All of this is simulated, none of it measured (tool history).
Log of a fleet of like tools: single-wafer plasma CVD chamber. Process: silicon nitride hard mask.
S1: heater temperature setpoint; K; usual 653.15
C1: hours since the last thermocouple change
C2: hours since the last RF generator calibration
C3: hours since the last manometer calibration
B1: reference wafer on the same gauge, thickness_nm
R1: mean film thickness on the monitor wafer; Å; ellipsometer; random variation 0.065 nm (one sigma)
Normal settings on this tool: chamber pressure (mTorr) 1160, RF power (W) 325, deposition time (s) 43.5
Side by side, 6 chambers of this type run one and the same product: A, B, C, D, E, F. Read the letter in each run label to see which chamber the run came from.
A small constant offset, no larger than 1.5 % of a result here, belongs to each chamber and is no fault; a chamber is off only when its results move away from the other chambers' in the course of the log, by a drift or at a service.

{"run": "1F", "hour": 6.7, "S1": 653.15, "chamber pressure (mTorr)": 1160, "RF power (W)": 325, "deposition time (s)": 43.5, "C1": 42.7, "C2": 286.4, "C3": 1173.9, "B1": 54.2, "R1": 485.13}
{"run": "2D", "hour": 22.1, "S1": 653.15, "chamber pressure (mTorr)": 1160, "RF power (W)": 325, "deposition time (s)": 43.5, "C1": 1813.7, "C2": 348.7, "C3": 206.7, "B1": 54.225, "R1": 485.91}
{"run": "3A", "hour": 30.4, "S1": 653.15, "chamber pressure (mTorr)": 1160, "RF power (W)": 325, "deposition time (s)": 43.5, "C1": 935.7, "C2": 1291.4, "C3": 1036.2, "B1": 54.218, "R1": 476.68}
{"run": "4E", "hour": 40.5, "S1": 653.15, "chamber pressure (mTorr)": 1160, "RF power (W)": 325, "deposition time (s)": 43.5, "C1": 2568.5, "C2": 1478.9, "C3": 1847.3, "B1": 54.241, "R1": 485.18}
{"run": "5B", "hour": 53.4, "S1": 653.15, "chamber pressure (mTorr)": 1160, "RF power (W)": 325, "deposition time (s)": 43.5, "C1": 444.7, "C2": 86.9, "C3": 991.6, "B1": 54.225, "R1": 485.59}
{"run": "6C", "hour": 61.0, "S1": 653.15, "chamber pressure (mTorr)": 1160, "RF power (W)": 325, "deposition time (s)": 43.5, "C1": 896.7, "C2": 233.7, "C3": 871.5, "B1": 54.239, "R1": 485.98}
{"run": "7A", "hour": 75.2, "S1": 653.15, "chamber pressure (mTorr)": 1160, "RF power (W)": 325, "deposition time (s)": 43.5, "C1": 980.5, "C2": 1336.2, "C3": 1081, "B1": 54.24, "R1": 478.27}
{"hour": 78.4, "done": "chamber C: thermocouple changed; heater temperature recalibrated"}
{"hour": 87.7, "done": "chamber E: thermocouple changed; heater temperature recalibrated"}
{"run": "8D", "hour": 87.9, "S1": 653.15, "chamber pressure (mTorr)": 1160, "RF power (W)": 325, "deposition time (s)": 43.5, "C1": 1879.5, "C2": 414.5, "C3": 272.5, "B1": 54.257, "R1": 486.86}
{"run": "9F", "hour": 97.1, "S1": 653.15, "chamber pressure (mTorr)": 1160, "RF power (W)": 325, "deposition time (s)": 43.5, "C1": 133.1, "C2": 376.8, "C3": 1264.3, "B1": 54.245, "R1": 485.34}
{"run": "10B", "hour": 111.1, "S1": 653.15, "chamber pressure (mTorr)": 1160, "RF power (W)": 325, "deposition time (s)": 43.5, "C1": 502.4, "C2": 144.6, "C3": 1049.3, "B1": 54.273, "R1": 484.34}
{"run": "11C", "hour": 125.0, "S1": 653.15, "chamber pressure (mTorr)": 1160, "RF power (W)": 325, "deposition time (s)": 43.5, "C1": 46.6, "C2": 297.7, "C3": 935.5, "B1": 54.281, "R1": 486.75}
{"run": "12E", "hour": 138.1, "S1": 653.15, "chamber pressure (mTorr)": 1160, "RF power (W)": 325, "deposition time (s)": 43.5, "C1": 50.4, "C2": 1576.5, "C3": 1944.9, "B1": 54.275, "R1": 483.73}
{"run": "13A", "hour": 152.9, "S1": 653.15, "chamber pressure (mTorr)": 1160, "RF power (W)": 325, "deposition time (s)": 43.5, "C1": 1058.2, "C2": 1413.9, "C3": 1158.7, "B1": 54.27, "R1": 477.07}
{"run": "14B", "hour": 164.6, "S1": 666.15, "chamber pressure (mTorr)": 1160, "RF power (W)": 270, "deposition time (s)": 43.5, "C1": 555.9, "C2": 198.1, "C3": 1102.8, "B1": 54.297, "R1": 426.24}
{"run": "15C", "hour": 173.5, "S1": 666.15, "chamber pressure (mTorr)": 1160, "RF power (W)": 270, "deposition time (s)": 43.5, "C1": 95.1, "C2": 346.2, "C3": 984, "B1": 54.3, "R1": 428.08}
{"hour": 180.3, "done": "chamber D: thermocouple changed; heater temperature recalibrated"}
{"run": "16E", "hour": 181.4, "S1": 666.15, "chamber pressure (mTorr)": 1160, "RF power (W)": 270, "deposition time (s)": 43.5, "C1": 93.7, "C2": 1619.8, "C3": 1988.2, "B1": 54.322, "R1": 425.09}
{"run": "17F", "hour": 192.8, "S1": 666.15, "chamber pressure (mTorr)": 1160, "RF power (W)": 270, "deposition time (s)": 43.5, "C1": 228.8, "C2": 472.5, "C3": 1360, "B1": 54.322, "R1": 428.1}
{"run": "18D", "hour": 202.8, "S1": 666.15, "chamber pressure (mTorr)": 1160, "RF power (W)": 270, "deposition time (s)": 43.5, "C1": 22.5, "C2": 529.4, "C3": 387.4, "B1": 54.327, "R1": 428.82}
{"run": "19A", "hour": 215.2, "S1": 666.15, "chamber pressure (mTorr)": 1160, "RF power (W)": 270, "deposition time (s)": 43.5, "C1": 1120.5, "C2": 1476.2, "C3": 1221, "B1": 54.299, "R1": 419.6}
{"run": "20B", "hour": 227.2, "S1": 653.15, "chamber pressure (mTorr)": 1160, "RF power (W)": 325, "deposition time (s)": 43.5, "C1": 618.5, "C2": 260.7, "C3": 1165.4, "B1": 54.343, "R1": 486.09}
{"run": "21C", "hour": 238.2, "S1": 663.15, "chamber pressure (mTorr)": 1160, "RF power (W)": 325, "deposition time (s)": 39.5, "C1": 159.8, "C2": 410.9, "C3": 1048.7, "B1": 54.336, "R1": 440.74}
{"run": "22E", "hour": 249.8, "S1": 663.15, "chamber pressure (mTorr)": 1160, "RF power (W)": 325, "deposition time (s)": 39.5, "C1": 162.1, "C2": 1688.2, "C3": 2056.6, "B1": 54.359, "R1": 440.16}
{"run": "23F", "hour": 263.0, "S1": 663.15, "chamber pressure (mTorr)": 1160, "RF power (W)": 325, "deposition time (s)": 39.5, "C1": 299, "C2": 542.7, "C3": 1430.2, "B1": 54.356, "R1": 441.12}
{"run": "24D", "hour": 273.5, "S1": 663.15, "chamber pressure (mTorr)": 1160, "RF power (W)": 325, "deposition time (s)": 39.5, "C1": 93.2, "C2": 600.1, "C3": 458.1, "B1": 54.365, "R1": 441.4}
{"run": "25C", "hour": 285.5, "S1": 663.15, "chamber pressure (mTorr)": 1160, "RF power (W)": 325, "deposition time (s)": 39.5, "C1": 207.1, "C2": 458.2, "C3": 1096, "B1": 54.369, "R1": 440.82}
{"run": "26B", "hour": 299.9, "S1": 663.15, "chamber pressure (mTorr)": 1160, "RF power (W)": 325, "deposition time (s)": 39.5, "C1": 691.2, "C2": 333.4, "C3": 1238.1, "B1": 54.384, "R1": 440.38}
{"hour": 304.1, "done": "chamber C: capacitance manometer re-zeroed and calibrated"}
{"run": "27D", "hour": 307.9, "S1": 653.15, "chamber pressure (mTorr)": 1160, "RF power (W)": 325, "deposition time (s)": 43.5, "C1": 127.6, "C2": 634.5, "C3": 492.5, "B1": 54.369, "R1": 487.77}
{"run": "28F", "hour": 315.7, "S1": 653.15, "chamber pressure (mTorr)": 1160, "RF power (W)": 325, "deposition time (s)": 43.5, "C1": 351.7, "C2": 595.4, "C3": 1482.9, "B1": 54.377, "R1": 486.97}
{"run": "29E", "hour": 328.4, "S1": 653.15, "chamber pressure (mTorr)": 1160, "RF power (W)": 325, "deposition time (s)": 43.5, "C1": 240.7, "C2": 1766.8, "C3": 2135.2, "B1": 54.407, "R1": 485.49}
{"run": "30A", "hour": 339.2, "S1": 653.15, "chamber pressure (mTorr)": 1160, "RF power (W)": 325, "deposition time (s)": 43.5, "C1": 1244.5, "C2": 1600.2, "C3": 1345, "B1": 54.392, "R1": 478.55}
{"run": "31A", "hour": 353.3, "S1": 653.15, "chamber pressure (mTorr)": 1160, "RF power (W)": 325, "deposition time (s)": 43.5, "C1": 1258.6, "C2": 1614.3, "C3": 1359.1, "B1": 54.399, "R1": 478.55}
{"run": "32B", "hour": 363.9, "S1": 653.15, "chamber pressure (mTorr)": 1160, "RF power (W)": 325, "deposition time (s)": 43.5, "C1": 755.2, "C2": 397.4, "C3": 1302.1, "B1": 54.398, "R1": 487.41}
{"run": "33F", "hour": 378.4, "S1": 642.15, "chamber pressure (mTorr)": 1160, "RF power (W)": 325, "deposition time (s)": 43.5, "C1": 414.4, "C2": 658.1, "C3": 1545.6, "B1": 54.438, "R1": 489.56}
{"run": "34D", "hour": 385.4, "S1": 642.15, "chamber pressure (mTorr)": 1160, "RF power (W)": 325, "deposition time (s)": 43.5, "C1": 205.1, "C2": 712, "C3": 570, "B1": 54.423, "R1": 490.86}
{"run": "35E", "hour": 398.6, "S1": 642.15, "chamber pressure (mTorr)": 1160, "RF power (W)": 325, "deposition time (s)": 43.5, "C1": 310.9, "C2": 1837, "C3": 2205.4, "B1": 54.443, "R1": 487.79}
{"run": "36C", "hour": 409.2, "S1": 642.15, "chamber pressure (mTorr)": 1160, "RF power (W)": 325, "deposition time (s)": 43.5, "C1": 330.8, "C2": 581.9, "C3": 105.2, "B1": 54.448, "R1": 489.47}
{"run": "37E", "hour": 420.7, "S1": 642.15, "chamber pressure (mTorr)": 1160, "RF power (W)": 325, "deposition time (s)": 43.5, "C1": 333, "C2": 1859.1, "C3": 2227.5, "B1": 54.449, "R1": 489.29}
{"run": "38A", "hour": 435.8, "S1": 642.15, "chamber pressure (mTorr)": 1160, "RF power (W)": 325, "deposition time (s)": 43.5, "C1": 1341.1, "C2": 1696.8, "C3": 1441.6, "B1": 54.447, "R1": 479.42}
{"run": "39D", "hour": 448.4, "S1": 653.15, "chamber pressure (mTorr)": 1160, "RF power (W)": 325, "deposition time (s)": 43.5, "C1": 268.1, "C2": 775, "C3": 633, "B1": 54.446, "R1": 488.07}
{"run": "40F", "hour": 459.5, "S1": 653.15, "chamber pressure (mTorr)": 1160, "RF power (W)": 325, "deposition time (s)": 43.5, "C1": 495.5, "C2": 739.2, "C3": 1626.7, "B1": 54.474, "R1": 486.84}
{"run": "41B", "hour": 466.1, "S1": 653.15, "chamber pressure (mTorr)": 1160, "RF power (W)": 325, "deposition time (s)": 43.5, "C1": 857.4, "C2": 499.6, "C3": 1404.3, "B1": 54.499, "R1": 487.98}
{"run": "42C", "hour": 474.4, "S1": 653.15, "chamber pressure (mTorr)": 1160, "RF power (W)": 325, "deposition time (s)": 43.5, "C1": 396, "C2": 647.1, "C3": 170.4, "B1": 54.481, "R1": 489.28}
{"run": "43C", "hour": 489.1, "S1": 641.15, "chamber pressure (mTorr)": 1160, "RF power (W)": 290, "deposition time (s)": 43.5, "C1": 410.7, "C2": 661.8, "C3": 185.1, "B1": 54.508, "R1": 455.3}
{"run": "44B", "hour": 495.9, "S1": 641.15, "chamber pressure (mTorr)": 1160, "RF power (W)": 290, "deposition time (s)": 43.5, "C1": 887.2, "C2": 529.4, "C3": 1434.1, "B1": 54.47, "R1": 453.64}

What goes on in this fleet: one chamber off, a drifting gauge, or nothing beyond the chambers' own small offsets? Name the chamber and the cause, if any.

None of the chambers is off. What moves is the gauge, dragging all their readings along together.
What lies behind it: gauge reads high (%) = 0.553.
